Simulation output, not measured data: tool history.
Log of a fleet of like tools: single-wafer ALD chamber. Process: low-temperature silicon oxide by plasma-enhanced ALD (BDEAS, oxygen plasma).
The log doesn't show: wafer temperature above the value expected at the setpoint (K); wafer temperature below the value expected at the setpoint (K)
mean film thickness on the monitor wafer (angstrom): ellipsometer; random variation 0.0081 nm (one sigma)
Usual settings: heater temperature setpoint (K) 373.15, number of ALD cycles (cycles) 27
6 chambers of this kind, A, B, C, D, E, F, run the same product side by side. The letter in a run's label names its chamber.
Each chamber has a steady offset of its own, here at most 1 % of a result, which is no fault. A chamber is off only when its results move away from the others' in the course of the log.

| run | hour | heater temperature setpoint (K) | number of ALD cycles (cycles) | hours since the last thermocouple change | read-back reference wafer on the same gauge, thickness_nm | mean film thickness on the monitor wafer (angstrom) |
|---|---|---|---|---|---|---|
| 1C | 5.8 | 373.15 | 27 | 263.2 | 3.1715 | 38.604 |
| 2F | 12.0 | 373.15 | 27 | 1246.1 | 3.1707 | 38.304 |
| 3E | 17.8 | 373.15 | 27 | 975.7 | 3.1700 | 38.243 |
| 4B | 23.0 | 373.15 | 27 | 2129.3 | 3.1706 | 38.585 |
| 5A | 33.6 | 373.15 | 27 | 674.1 | 3.1696 | 38.896 |
| 6D | 43.2 | 373.15 | 27 | 1064.1 | 3.1702 | 38.761 |
| 7B | 53.0 | 373.15 | 27 | 2159.3 | 3.1698 | 38.754 |
| 8D | 61.8 | 373.15 | 27 | 1082.7 | 3.1708 | 38.612 |
| 9E | 72.6 | 373.15 | 27 | 1030.5 | 3.1701 | 38.314 |
| 10F | 80.6 | 373.15 | 27 | 1314.7 | 3.1698 | 38.248 |
| 11A | 88.1 | 373.15 | 27 | 728.6 | 3.1709 | 38.859 |
| 12C | 96.2 | 373.15 | 27 | 353.6 | 3.1709 | 38.399 |
| 13E | 107.6 | 373.15 | 27 | 1065.5 | 3.1710 | 38.183 |
| 14A | 118.5 | 373.15 | 27 | 759.0 | 3.1701 | 38.879 |
| 15B | 127.4 | 373.15 | 27 | 2233.7 | 3.1701 | 38.750 |
| 16D | 135.1 | 366.15 | 23 | 1156.0 | 3.1687 | 33.926 |
| 17C | 144.6 | 366.15 | 23 | 402.0 | 3.1686 | 33.547 |
| 18F | 153.5 | 366.15 | 23 | 1387.6 | 3.1700 | 33.303 |
| 19B | 160.2 | 366.15 | 23 | 2266.5 | 3.1706 | 33.772 |
| 20F | 169.2 | 366.15 | 23 | 1403.3 | 3.1708 | 33.542 |
| 21E | 176.3 | 366.15 | 23 | 1134.2 | 3.1698 | 33.430 |
| 22A | 185.6 | 373.15 | 27 | 826.1 | 3.1698 | 38.706 |
| 23D | 191.9 | 373.15 | 27 | 1212.8 | 3.1703 | 39.109 |
| 24C | 200.8 | 373.15 | 27 | 458.2 | 3.1689 | 38.594 |
| 25B | 207.8 | 373.15 | 27 | 2314.1 | 3.1712 | 38.681 |
| 26A | 216.2 | 373.15 | 27 | 856.7 | 3.1704 | 38.860 |
| 27F | 224.3 | 373.15 | 27 | 1458.4 | 3.1696 | 38.287 |
| 28E | 235.5 | 373.15 | 27 | 1193.4 | 3.1708 | 38.369 |
| 29C | 246.3 | 373.15 | 27 | 503.7 | 3.1697 | 38.469 |
| 30D | 253.6 | 373.15 | 27 | 1274.5 | 3.1697 | 39.233 |
| 31D | 263.4 | 373.15 | 27 | 1284.3 | 3.1712 | 39.200 |
| 32B | 273.7 | 373.15 | 27 | 2380.0 | 3.1711 | 38.506 |
| 33E | 282.8 | 373.15 | 27 | 1240.7 | 3.1698 | 38.004 |
| 34C | 292.6 | 373.15 | 27 | 550.0 | 3.1689 | 38.511 |
| 35F | 303.8 | 373.15 | 27 | 1537.9 | 3.1686 | 38.300 |
| 36A | 309.5 | 373.15 | 27 | 950.0 | 3.1692 | 38.792 |
| 37D | 320.9 | 359.15 | 27 | 1341.8 | 3.1707 | 41.354 |
| 38C | 329.2 | 359.15 | 27 | 586.6 | 3.1703 | 40.397 |
| 39E | 338.0 | 359.15 | 27 | 1295.9 | 3.1694 | 40.141 |
| 40F | 347.5 | 359.15 | 27 | 1581.6 | 3.1682 | 40.218 |
| 41B | 352.9 | 359.15 | 27 | 2459.2 | 3.1711 | 40.710 |
| 42A | 361.1 | 359.15 | 27 | 1001.6 | 3.1703 | 40.823 |
| 43A | 366.7 | 373.15 | 27 | 1007.2 | 3.1703 | 38.905 |

What goes on in this fleet: one chamber off, a drifting gauge, or nothing beyond the chambers' own small offsets? Name the chamber and the cause, if any.

Chamber D drifts away from the others.
Cause: wafer temperature below the value expected at the setpoint (K) = 5.62.

Here are 4 candidates for chamber D's next run, each the usual settings with a change, their results left as question marks. Which one brings its results back in line with what the others give on the usual settings?
In line means no further than this from the other chambers' mean on the usual settings: mean film thickness on the monitor wafer (angstrom) 0.310
| 44D-1 | 374.9 | 376.15 | 27 |  |  | ? |
| 44D-2 | 374.9 | 370.15 | 27 |  |  | ? |
| 44D-3 | 374.9 | 380.15 | 27 |  |  | ? |
| 44D-4 | 374.9 | 366.15 | 27 |  |  | ? |

The other chambers' mean on the usual settings: mean film thickness on the monitor wafer (angstrom) 38.507
| run | mean film thickness on the monitor wafer (angstrom) |
|---|---|
| 44D-1 | 39.075 |
| 44D-2 | 39.907 |
| 44D-3 | 38.616 |
| 44D-4 | 40.461 |
44D-3 brings the chamber back in line.
